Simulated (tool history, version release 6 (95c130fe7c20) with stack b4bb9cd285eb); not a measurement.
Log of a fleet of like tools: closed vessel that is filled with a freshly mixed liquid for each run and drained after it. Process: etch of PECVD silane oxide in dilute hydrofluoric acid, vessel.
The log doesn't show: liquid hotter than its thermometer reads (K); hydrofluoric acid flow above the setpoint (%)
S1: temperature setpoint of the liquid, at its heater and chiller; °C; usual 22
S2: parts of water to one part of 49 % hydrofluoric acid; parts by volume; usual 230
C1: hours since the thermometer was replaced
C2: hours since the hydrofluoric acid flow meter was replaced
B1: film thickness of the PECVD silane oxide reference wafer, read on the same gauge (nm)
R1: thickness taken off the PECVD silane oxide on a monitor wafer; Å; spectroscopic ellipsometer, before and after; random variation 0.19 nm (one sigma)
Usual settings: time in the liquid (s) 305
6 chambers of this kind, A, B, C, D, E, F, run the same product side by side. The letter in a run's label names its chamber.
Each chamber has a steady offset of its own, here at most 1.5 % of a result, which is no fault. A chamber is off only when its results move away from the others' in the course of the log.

run 1F hour=4.6 | S1=22 S2=230 time_in_the_liquid_(s)=305 | C1=2031.2 C2=582.1 | B1=59.996 | R1=231.36
run 2E hour=11.0 | S1=22 S2=230 time_in_the_liquid_(s)=305 | C1=1982.0 C2=863.0 | B1=59.995 | R1=231.97
run 3C hour=19.6 | S1=22 S2=230 time_in_the_liquid_(s)=305 | C1=293.6 C2=29.8 | B1=59.967 | R1=229.37
run 4D hour=25.4 | S1=22 S2=230 time_in_the_liquid_(s)=305 | C1=633.9 C2=361.1 | B1=60.002 | R1=233.01
run 5B hour=30.1 | S1=22 S2=230 time_in_the_liquid_(s)=305 | C1=1263.9 C2=1468.8 | B1=59.985 | R1=233.81
run 6A hour=37.6 | S1=22 S2=230 time_in_the_liquid_(s)=305 | C1=1917.0 C2=1894.9 | B1=59.988 | R1=234.16
run 7D hour=46.1 | S1=22 S2=230 time_in_the_liquid_(s)=470 | C1=654.6 C2=381.8 | B1=59.989 | R1=358.49
run 8F hour=54.6 | S1=22 S2=230 time_in_the_liquid_(s)=470 | C1=2081.2 C2=632.1 | B1=60.000 | R1=354.45
run 9C hour=62.8 | S1=22 S2=230 time_in_the_liquid_(s)=470 | C1=336.8 C2=73.0 | B1=59.995 | R1=357.20
run 10E hour=71.0 | S1=22 S2=230 time_in_the_liquid_(s)=470 | C1=2042.0 C2=923.0 | B1=60.026 | R1=362.60
run 11B hour=79.4 | S1=22 S2=230 time_in_the_liquid_(s)=470 | C1=1313.2 C2=1518.1 | B1=60.006 | R1=359.74
run 12A hour=86.0 | S1=22 S2=230 time_in_the_liquid_(s)=470 | C1=1965.4 C2=1943.3 | B1=60.005 | R1=360.01
run 13F hour=93.3 | S1=22 S2=230 time_in_the_liquid_(s)=305 | C1=2119.9 C2=670.8 | B1=59.994 | R1=230.87
run 14E hour=97.4 | S1=20 S2=230 time_in_the_liquid_(s)=195 | C1=2068.4 C2=949.4 | B1=60.008 | R1=139.30
run 15C hour=106.1 | S1=20 S2=230 time_in_the_liquid_(s)=195 | C1=380.1 C2=116.3 | B1=60.009 | R1=137.13
run 16B hour=113.1 | S1=20 S2=230 time_in_the_liquid_(s)=195 | C1=1346.9 C2=1551.8 | B1=59.986 | R1=139.72
run 17D hour=121.9 | S1=20 S2=230 time_in_the_liquid_(s)=195 | C1=730.4 C2=457.6 | B1=60.026 | R1=137.06
run 18A hour=126.4 | S1=20 S2=230 time_in_the_liquid_(s)=195 | C1=2005.8 C2=1983.7 | B1=60.014 | R1=138.61
run 19F hour=134.9 | S1=20 S2=230 time_in_the_liquid_(s)=195 | C1=2161.5 C2=712.4 | B1=60.010 | R1=138.09
run 20B hour=142.8 | S1=22 S2=230 time_in_the_liquid_(s)=305 | C1=1376.6 C2=1581.5 | B1=60.009 | R1=237.17
run 21E hour=148.0 | S1=22 S2=135 time_in_the_liquid_(s)=390 | C1=2119.0 C2=1000.0 | B1=59.984 | R1=566.40
run 22D hour=152.6 | S1=22 S2=135 time_in_the_liquid_(s)=390 | C1=761.1 C2=488.3 | B1=60.001 | R1=557.37
run 23C hour=161.8 | S1=22 S2=135 time_in_the_liquid_(s)=390 | C1=435.8 C2=172.0 | B1=60.013 | R1=573.13
-- hour=163.5 chamber A: hydrofluoric acid flow meter replaced
-- hour=164.4 chamber E: hydrofluoric acid flow meter replaced
run 24A hour=166.4 | S1=22 S2=135 time_in_the_liquid_(s)=390 | C1=2045.8 C2=3.0 | B1=59.998 | R1=554.26
run 25E hour=172.8 | S1=22 S2=135 time_in_the_liquid_(s)=390 | C1=2143.8 C2=8.4 | B1=60.004 | R1=560.61
run 26F hour=178.1 | S1=22 S2=135 time_in_the_liquid_(s)=390 | C1=2204.7 C2=755.6 | B1=59.990 | R1=553.05
run 27A hour=186.6 | S1=22 S2=230 time_in_the_liquid_(s)=305 | C1=2066.0 C2=23.2 | B1=59.994 | R1=231.25
run 28B hour=192.3 | S1=22 S2=230 time_in_the_liquid_(s)=305 | C1=1426.1 C2=1631.0 | B1=59.992 | R1=237.32
run 29D hour=199.6 | S1=20 S2=230 time_in_the_liquid_(s)=305 | C1=808.1 C2=535.3 | B1=59.992 | R1=213.86
run 30C hour=204.9 | S1=20 S2=230 time_in_the_liquid_(s)=305 | C1=478.9 C2=215.1 | B1=60.019 | R1=214.35
run 31F hour=212.9 | S1=20 S2=230 time_in_the_liquid_(s)=305 | C1=2239.5 C2=790.4 | B1=60.000 | R1=217.87
run 32D hour=217.7 | S1=20 S2=230 time_in_the_liquid_(s)=305 | C1=826.2 C2=553.4 | B1=60.000 | R1=211.18
run 33C hour=225.0 | S1=20 S2=230 time_in_the_liquid_(s)=305 | C1=499.0 C2=235.2 | B1=59.991 | R1=214.17
run 34E hour=230.5 | S1=20 S2=230 time_in_the_liquid_(s)=305 | C1=2201.5 C2=66.1 | B1=60.011 | R1=215.68
run 35A hour=238.9 | S1=22 S2=230 time_in_the_liquid_(s)=305 | C1=2118.3 C2=75.5 | B1=59.998 | R1=234.16
run 36B hour=245.2 | S1=22 S2=230 time_in_the_liquid_(s)=305 | C1=1479.0 C2=1683.9 | B1=60.005 | R1=246.22
run 37D hour=253.0 | S1=22 S2=230 time_in_the_liquid_(s)=305 | C1=861.5 C2=588.7 | B1=59.983 | R1=230.73
run 38A hour=261.1 | S1=22 S2=230 time_in_the_liquid_(s)=305 | C1=2140.5 C2=97.7 | B1=60.015 | R1=232.26
run 39C hour=267.0 | S1=22 S2=230 time_in_the_liquid_(s)=305 | C1=541.0 C2=277.2 | B1=59.984 | R1=230.73

What goes on in this fleet: one chamber off, a drifting gauge, or nothing beyond the chambers' own small offsets? Name the chamber and the cause, if any.

Chamber B drifts away from the others.
Cause: hydrofluoric acid flow above the setpoint (%) = 5.34.
The log may not tell that from: liquid hotter than its thermometer reads (K).

Here are 4 candidates for chamber B's next run, each the usual settings with a change, their results left as question marks. Which one brings its results back in line with what the others give on the usual settings?
In line means no further than this from the other chambers' mean on the usual settings: R1 6.60 Å
run 40B-1 hour=273.7 | S1=25.0 S2=230 time_in_the_liquid_(s)=305 | R1=?
run 40B-2 hour=273.7 | S1=21.5 S2=230 time_in_the_liquid_(s)=275 | R1=?
run 40B-3 hour=273.7 | S1=22.0 S2=230 time_in_the_liquid_(s)=285 | R1=?
run 40B-4 hour=273.7 | S1=24.0 S2=230 time_in_the_liquid_(s)=305 | R1=?

The other chambers' mean on the usual settings: R1 232.27 Å
run=40B-1 R1=278.04
run=40B-2 R1=220.34
run=40B-3 R1=232.66
run=40B-4 R1=268.05
40B-3 brings the chamber back in line.
